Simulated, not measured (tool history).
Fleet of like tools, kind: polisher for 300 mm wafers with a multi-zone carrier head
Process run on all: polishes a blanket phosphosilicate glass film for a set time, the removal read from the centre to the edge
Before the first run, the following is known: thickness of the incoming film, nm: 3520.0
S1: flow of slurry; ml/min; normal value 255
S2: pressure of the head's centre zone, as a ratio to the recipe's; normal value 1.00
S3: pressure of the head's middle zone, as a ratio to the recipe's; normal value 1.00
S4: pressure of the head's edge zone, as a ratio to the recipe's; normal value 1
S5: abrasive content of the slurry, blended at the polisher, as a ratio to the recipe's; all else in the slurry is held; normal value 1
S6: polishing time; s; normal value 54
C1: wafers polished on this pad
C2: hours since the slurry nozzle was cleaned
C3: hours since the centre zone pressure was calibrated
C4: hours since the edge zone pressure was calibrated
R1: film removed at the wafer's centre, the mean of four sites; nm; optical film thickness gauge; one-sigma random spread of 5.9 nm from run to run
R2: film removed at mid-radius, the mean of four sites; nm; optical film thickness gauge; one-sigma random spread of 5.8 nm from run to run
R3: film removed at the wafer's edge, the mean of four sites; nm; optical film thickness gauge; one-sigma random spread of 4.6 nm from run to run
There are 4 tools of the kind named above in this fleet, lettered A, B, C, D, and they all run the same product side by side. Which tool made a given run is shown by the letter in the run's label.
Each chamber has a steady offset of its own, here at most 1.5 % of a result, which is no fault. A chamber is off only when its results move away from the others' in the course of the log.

run   hour   S1    S2    S3  S4  S5  S6    C1     C2      C3      C4      R1      R2      R3
 1B    3.2  255  1.00  1.00   1   1  54    78  654.5   398.4   911.5  405.58  398.39  409.35
       6.8  -- chamber D: worn pad replaced by a new one
 2C    8.2  255  1.00  1.00   1   1  54   180  435.2   221.8   187.0  401.42  405.40  396.62
 3D   12.4  255  1.00  1.00   1   1  54    62  308.0   945.8   163.3  390.05  401.85  410.95
 4A   14.8  255  1.00  1.00   1   1  54   622   55.1   410.2   914.3  403.49  390.13  395.99
 5A   19.9  255  1.00  1.00   1   1  54   678   60.2   415.3   919.4  407.76  396.72  393.79
 6B   24.0  255  1.00  1.00   1   1  54   307  675.3   419.2   932.3  405.79  408.16  415.93
 7C   27.7  255  1.00  1.00   1   1  54   395  454.7   241.3   206.5  401.84  396.16  387.57
 8D   32.5  255  1.00  1.00   1   1  54   283  328.1   965.9   183.4  405.46  396.86  398.84
      35.2  -- chamber A: edge zone pressure recalibrated
 9B   37.1  255  1.00  1.00   1   1  54   452  688.4   432.3   945.4  410.90  403.40  402.61
      39.6  -- chamber C: worn pad replaced by a new one
10D   41.2  255  1.00  1.00   1   1  54   380  336.8   974.6   192.1  405.06  399.44  398.19
      46.4  -- chamber D: slurry nozzle cleaned
11C   46.5  255  1.00  1.00   1   1  54    76  473.5   260.1   225.3  398.66  406.88  407.21
12A   51.0  255  1.00  1.00   1   1  54  1021   91.3   446.4    15.9  410.78  385.56  405.13
      53.8  -- chamber D: worn pad replaced by a new one
13B   56.0  255  1.00  1.00   1   1  54   660  707.3   451.2   964.3  415.76  392.49  407.25
      58.9  -- chamber B: worn pad replaced by a new one
14C   61.4  255  1.00  1.00   1   1  54   240  488.4   275.0   240.2  398.33  411.27  395.20
15A   64.6  255  1.00  1.00   1   1  54  1172  104.9   460.0    29.5  399.53  400.78  396.64
16D   67.4  255  1.00  1.00   1   1  54   150   21.0  1000.8   218.3  392.40  401.41  401.89
17C   69.8  255  1.00  1.00   1   1  54   333  496.8   283.4   248.6  409.52  406.27  395.04
18A   72.5  255  1.00  1.00   1   1  54  1259  112.8   467.9    37.4  410.62  398.29  393.86
19D   77.7  255  1.00  1.00   1   1  54   264   31.3  1011.1   228.6  399.76  404.59  399.66
      79.0  -- chamber A: worn pad replaced by a new one
20B   81.3  255  1.00  1.00   1   1  54   248  732.6   476.5   989.6  431.94  407.56  406.93
21C   84.2  255  1.00  1.00   1   1  54   492  511.2   297.8   263.0  396.61  400.79  393.79
22B   86.9  255  1.00  1.11   1   1  39   309  738.2   482.1   995.2  310.92  321.11  292.68
      89.7  -- chamber C: worn pad replaced by a new one
23D   90.8  255  1.00  1.11   1   1  39   408   44.4  1024.2   241.7  289.64  325.88  290.88
24A   95.2  255  1.00  1.11   1   1  39   179  135.5   490.6    60.1  283.43  315.97  284.02
      98.3  -- chamber D: worn pad replaced by a new one
25B  100.4  255  1.00  1.11   1   1  39   458  751.7   495.6  1008.7  308.54  314.09  288.16
     103.9  -- chamber A: centre zone pressure recalibrated
26D  104.2  255  1.00  1.00   1   1  54    66   57.8  1037.6   255.1  398.25  399.07  406.94
     106.9  -- chamber B: edge zone pressure recalibrated
27A  107.0  255  1.00  1.00   1   1  54   309  147.3     3.1    71.9  402.27  402.07  402.28
28C  112.4  255  1.00  1.00   1   1  54   251  539.4   326.0   291.2  393.29  412.07  401.97
29C  117.1  255  1.00  1.00   1   1  54   302  544.1   330.7   295.9  392.20  399.29  395.20
     118.9  -- chamber B: worn pad replaced by a new one
30D  120.9  255  1.00  1.00   1   1  54   250   74.5  1054.3   271.8  394.09  403.66  403.33
31B  124.9  255  1.00  1.00   1   1  54    66  776.2   520.1    18.1  439.37  409.71  401.42
32A  127.6  255  1.00  1.00   1   1  54   537  167.9    23.7    92.5  412.99  409.79  405.40
33B  130.5  255  1.07  1.00   1   1  54   128  781.8   525.7    23.7  466.78  404.89  416.12

Read the log: is a single chamber off, either drifting away or since a service, is the gauge that measures every chamber drifting, or is nothing wrong beyond small per-chamber offsets? Name any odd chamber and what most likely caused it.

It is chamber B that slowly wanders off from its peers.
Likeliest cause: centre zone's pressure above its setpoint, % = 9.6.

Here are 4 candidates for chamber B's next run, each the usual settings with a change, their results left as question marks. Which one brings its results back in line with what the others give on the usual settings?
In line means no further than this from the other chambers' mean on the usual settings: R1 20.00 nm; R2 20.00 nm; R3 16.00 nm
34B-1  134.4  255  1.02  0.99  1.00   1  54                   ?   ?   ?
34B-2  134.4  255  0.98  1.01  1.00   1  54                   ?   ?   ?
34B-3  134.4  260  1.07  0.96  0.99   1  55                   ?   ?   ?
34B-4  134.4  250  0.93  1.04  1.01   1  53                   ?   ?   ?

Mean of the other chambers on the usual settings: R1 399.57 nm; R2 401.86 nm; R3 398.13 nm
  run      R1      R2      R3
34B-1  457.65  398.08  409.38
34B-2  438.16  405.67  409.26
34B-3  492.10  394.77  415.63
34B-4  405.11  408.37  402.93
The right change is 34B-4: it brings the chamber back within the allowed miss of the others.

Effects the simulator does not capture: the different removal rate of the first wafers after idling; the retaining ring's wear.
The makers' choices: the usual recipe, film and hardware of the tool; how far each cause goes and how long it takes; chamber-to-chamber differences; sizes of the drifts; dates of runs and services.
